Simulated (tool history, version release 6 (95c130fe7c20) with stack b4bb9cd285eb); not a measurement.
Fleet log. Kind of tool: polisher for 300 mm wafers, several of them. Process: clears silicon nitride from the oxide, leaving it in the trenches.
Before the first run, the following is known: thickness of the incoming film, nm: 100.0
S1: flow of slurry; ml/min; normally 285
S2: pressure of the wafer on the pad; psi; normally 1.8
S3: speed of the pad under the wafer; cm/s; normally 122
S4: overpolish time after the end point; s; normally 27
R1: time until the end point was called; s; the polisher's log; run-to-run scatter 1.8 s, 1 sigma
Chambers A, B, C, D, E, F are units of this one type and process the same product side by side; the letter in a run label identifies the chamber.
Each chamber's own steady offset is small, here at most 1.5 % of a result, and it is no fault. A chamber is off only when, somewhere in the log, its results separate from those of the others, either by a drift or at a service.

| run | day | S1 | S2 | S3 | S4 | R1 |
|---|---|---|---|---|---|---|
| 1C | 0.262 | 285 | 1.8 | 122 | 27 | 138.39 |
|  | 0.438 | chamber F: worn pad replaced by a new one |
| 2B | 0.446 | 285 | 1.8 | 122 | 27 | 138.61 |
| 3F | 0.729 | 285 | 1.8 | 122 | 27 | 135.8 |
| 4E | 0.942 | 285 | 1.8 | 122 | 27 | 137.13 |
| 5D | 1.204 | 285 | 1.8 | 122 | 27 | 139.69 |
|  | 1.488 | chamber D: worn pad replaced by a new one |
| 6A | 1.546 | 355 | 1.8 | 122 | 27 | 136.92 |
| 7D | 1.733 | 355 | 1.8 | 122 | 27 | 136.73 |
| 8F | 1.967 | 355 | 1.8 | 122 | 27 | 133.58 |
| 9A | 2.312 | 355 | 1.8 | 122 | 27 | 137.8 |
|  | 2.546 | chamber B: slurry nozzle cleaned |
| 10C | 2.621 | 355 | 1.8 | 122 | 27 | 133.55 |
| 11B | 2.929 | 355 | 1.8 | 122 | 27 | 136.97 |
| 12E | 3.108 | 285 | 1.8 | 122 | 27 | 132.05 |
|  | 3.117 | chamber D: slurry nozzle cleaned |
|  | 3.133 | chamber C: worn pad replaced by a new one |
| 13D | 3.396 | 285 | 1.8 | 122 | 27 | 137.69 |
| 14C | 3.625 | 285 | 1.8 | 122 | 27 | 136.82 |
| 15F | 3.888 | 285 | 1.8 | 122 | 27 | 138.15 |
| 16A | 4.1 | 285 | 1.8 | 122 | 27 | 138.02 |
|  | 4.4 | chamber A: worn pad replaced by a new one |
|  | 4.425 | chamber F: worn pad replaced by a new one |
|  | 4.429 | chamber D: worn pad replaced by a new one |
|  | 4.442 | chamber A: head pressure recalibrated |
| 17E | 4.45 | 285 | 1.8 | 122 | 27 | 138.26 |
| 18B | 4.708 | 285 | 1.8 | 122 | 27 | 139.42 |
| 19E | 4.95 | 285 | 1.8 | 122 | 27 | 140.14 |
| 20C | 5.15 | 205 | 2.2 | 122 | 27 | 116.52 |
| 21B | 5.329 | 205 | 2.2 | 122 | 27 | 121.28 |
| 22F | 5.479 | 205 | 2.2 | 122 | 27 | 116.56 |
| 23A | 5.762 | 205 | 2.2 | 122 | 27 | 117.6 |
| 24D | 6.096 | 205 | 2.2 | 122 | 27 | 118.53 |
|  | 6.1 | chamber B: worn pad replaced by a new one |
| 25F | 6.25 | 205 | 2.2 | 122 | 27 | 116.9 |
| 26C | 6.571 | 285 | 1.8 | 122 | 27 | 136.03 |
|  | 6.6 | chamber C: worn pad replaced by a new one |
| 27A | 6.729 | 285 | 1.8 | 122 | 27 | 136.75 |
| 28B | 6.921 | 285 | 1.4 | 122 | 27 | 179.22 |
| 29D | 7.112 | 285 | 1.4 | 122 | 27 | 176.79 |
|  | 7.342 | chamber D: worn pad replaced by a new one |
| 30E | 7.429 | 285 | 1.4 | 122 | 27 | 187.87 |
| 31C | 7.662 | 285 | 1.4 | 122 | 27 | 175.13 |
| 32A | 7.896 | 285 | 1.4 | 122 | 27 | 174.15 |
| 33D | 8.054 | 285 | 1.4 | 122 | 27 | 178.21 |
|  | 8.1 | chamber F: worn pad replaced by a new one |
| 34F | 8.4 | 285 | 1.8 | 122 | 27 | 135.87 |
| 35E | 8.583 | 285 | 1.8 | 122 | 27 | 145.65 |
| 36B | 8.846 | 285 | 1.8 | 122 | 27 | 138.31 |
| 37B | 9.008 | 365 | 1.8 | 122 | 27 | 135.7 |
| 38C | 9.196 | 365 | 1.8 | 122 | 27 | 134.88 |
| 39A | 9.538 | 365 | 1.8 | 122 | 27 | 137.88 |
| 40F | 9.75 | 365 | 1.8 | 122 | 27 | 129.48 |

The same settings go to every chamber for the next run, one line per chamber below. Forecast the results for each:
| 41A | 10 | 285 | 1.8 | 160 | 27 | ? |
| 41B | 10 | 285 | 1.8 | 160 | 27 | ? |
| 41C | 10 | 285 | 1.8 | 160 | 27 | ? |
| 41D | 10 | 285 | 1.8 | 160 | 27 | ? |
| 41E | 10 | 285 | 1.8 | 160 | 27 | ? |
| 41F | 10 | 285 | 1.8 | 160 | 27 | ? |

| run | R1 |
|---|---|
| 41A | 106.05 |
| 41B | 105.81 |
| 41C | 104.28 |
| 41D | 106.53 |
| 41E | 113.8 |
| 41F | 104.67 |

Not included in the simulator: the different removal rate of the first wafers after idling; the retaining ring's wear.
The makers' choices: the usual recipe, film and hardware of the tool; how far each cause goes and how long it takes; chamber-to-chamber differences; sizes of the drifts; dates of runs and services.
